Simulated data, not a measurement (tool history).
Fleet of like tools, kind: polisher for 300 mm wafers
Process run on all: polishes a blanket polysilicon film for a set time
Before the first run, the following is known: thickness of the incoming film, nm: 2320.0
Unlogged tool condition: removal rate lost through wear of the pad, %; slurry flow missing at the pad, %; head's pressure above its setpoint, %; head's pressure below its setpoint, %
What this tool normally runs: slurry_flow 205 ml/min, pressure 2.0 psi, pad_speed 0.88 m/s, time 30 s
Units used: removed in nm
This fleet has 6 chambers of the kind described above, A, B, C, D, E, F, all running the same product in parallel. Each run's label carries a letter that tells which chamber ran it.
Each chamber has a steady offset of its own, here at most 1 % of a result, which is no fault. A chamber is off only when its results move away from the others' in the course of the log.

run   hour  slurry_flow  pressure  pad_speed  time  wafers polished on this pad  hours since the slurry nozzle was cleaned  hours since the head pressure was calibrated  removed
       6.8  -- chamber A: head pressure recalibrated
 1C    8.0          205       2.0       0.88    30                          675                                      217.5                                          13.3   173.96
      10.3  -- chamber C: slurry nozzle cleaned
 2D   16.7          205       2.0       0.88    30                          342                                      342.9                                         598.3   175.34
      21.8  -- chamber A: worn pad replaced by a new one
 3B   27.0          205       2.0       0.88    30                          905                                      572.9                                         157.7   174.58
 4F   34.3          205       2.0       0.88    30                          402                                      503.7                                         748.1   176.15
 5E   43.9          205       2.0       0.88    30                          706                                      354.3                                          58.8   175.87
 6A   53.8          205       2.0       0.88    30                          295                                      484.7                                          47.0   173.04
      58.1  -- chamber B: worn pad replaced by a new one
 7F   64.6          205       2.0       0.88    30                          681                                      534.0                                         778.4   176.03
      65.3  -- chamber B: slurry nozzle cleaned
      66.8  -- chamber D: worn pad replaced by a new one
      67.5  -- chamber E: worn pad replaced by a new one
 8E   69.7          205       2.0       0.88    30                           21                                      380.1                                          84.6   175.39
 9B   75.6          205       2.0       0.88    30                          161                                       10.3                                         206.3   175.16
      80.4  -- chamber F: worn pad replaced by a new one
10A   86.7          205       2.0       0.88    30                          599                                      517.6                                          79.9   177.69
      88.2  -- chamber F: head pressure recalibrated
      88.7  -- chamber E: slurry nozzle cleaned
11D   95.3          205       2.0       0.88    37                          263                                      421.5                                         676.9   217.39
      95.8  -- chamber A: worn pad replaced by a new one
12C  103.4          205       2.0       0.88    37                         1556                                       93.1                                         108.7   210.21
13F  111.8          205       2.0       0.88    37                          290                                      581.2                                          23.7   215.71
     114.8  -- chamber D: slurry nozzle cleaned
14A  117.6          205       2.0       0.88    37                          201                                      548.5                                         110.8   216.47
15B  124.4          205       2.0       0.88    37                          611                                       59.1                                         255.1   213.40
16E  135.4          205       2.0       0.88    37                          627                                       46.8                                         150.3   217.07
     136.6  -- chamber D: head pressure recalibrated
     139.9  -- chamber D: worn pad replaced by a new one
17C  140.8          205       2.0       0.88    30                         1901                                      130.5                                         146.1   169.69
18D  147.1          205       2.0       0.88    30                           66                                       32.4                                          10.5   177.09
19D  154.5          205       2.0       0.88    30                          135                                       39.8                                          17.9   172.63
20A  162.2          205       2.0       0.88    30                          613                                      593.1                                         155.4   175.76
     167.1  -- chamber F: worn pad replaced by a new one
     169.6  -- chamber E: worn pad replaced by a new one
     170.2  -- chamber A: worn pad replaced by a new one
21B  173.3          205       2.0       0.88    30                         1063                                      108.0                                         304.0   173.18
22E  183.1          205       2.0       0.88    30                          124                                       94.5                                         198.0   176.91
23F  192.5          205       2.0       0.88    30                          234                                      661.9                                         104.4   174.91
24C  199.9          205       2.0       0.88    30                         2446                                      189.6                                         205.2   169.45
25C  208.1          205       2.0       0.88    30                         2522                                      197.8                                         213.4   167.58
     212.9  -- chamber F: slurry nozzle cleaned
26F  213.7          155       2.0       0.88    36                          430                                        0.9                                         125.6   204.19
     218.5  -- chamber B: worn pad replaced by a new one
27E  221.7          155       2.0       0.88    36                          480                                      133.1                                         236.6   201.64
     226.3  -- chamber D: worn pad replaced by a new one
     226.7  -- chamber C: slurry nozzle cleaned
28B  232.8          155       2.0       0.88    36                          132                                      167.5                                         363.5   202.13
29D  240.2          155       2.0       0.88    36                          128                                      125.5                                         103.6   201.89
     244.5  -- chamber A: worn pad replaced by a new one
     249.1  -- chamber F: worn pad replaced by a new one
30A  250.3          155       2.0       0.88    36                           53                                      681.2                                         243.5   202.04
     259.8  -- chamber E: worn pad replaced by a new one
31F  259.9          155       2.0       0.88    36                          100                                       47.1                                         171.8   202.28
     266.5  -- chamber B: head pressure recalibrated
32D  271.1          205       2.0       0.88    30                          414                                      156.4                                         134.5   174.80
33E  276.7          205       2.0       0.88    30                          156                                      188.1                                         291.6   175.89
34A  287.3          205       2.0       0.88    30                          395                                      718.2                                         280.5   175.87
35C  295.9          205       2.0       0.88    30                         3332                                       69.2                                         301.2   165.54
36B  305.5          205       2.0       0.88    30                          803                                      240.2                                          39.0   177.10
     311.5  -- chamber D: worn pad replaced by a new one
37D  315.1          265       1.3       0.88    30                           34                                      200.4                                         178.5   118.59
38F  326.5          265       1.3       0.88    30                          714                                      113.7                                         238.4   115.46
39C  336.3          265       1.3       0.88    30                         3705                                      109.6                                         341.6   110.12
40B  346.6          265       1.3       0.88    30                         1182                                      281.3                                          80.1   116.43

All chambers now run identical settings, listed one chamber a line with results as question marks. What results will each chamber show?
41A  354.8          145       2.0       0.88    30                                                                                                                              ?
41B  354.8          145       2.0       0.88    30                                                                                                                              ?
41C  354.8          145       2.0       0.88    30                                                                                                                              ?
41D  354.8          145       2.0       0.88    30                                                                                                                              ?
41E  354.8          145       2.0       0.88    30                                                                                                                              ?
41F  354.8          145       2.0       0.88    30                                                                                                                              ?

run  removed
41A   167.06
41B   165.85
41C   151.48
41D   168.50
41E   165.35
41F   167.01

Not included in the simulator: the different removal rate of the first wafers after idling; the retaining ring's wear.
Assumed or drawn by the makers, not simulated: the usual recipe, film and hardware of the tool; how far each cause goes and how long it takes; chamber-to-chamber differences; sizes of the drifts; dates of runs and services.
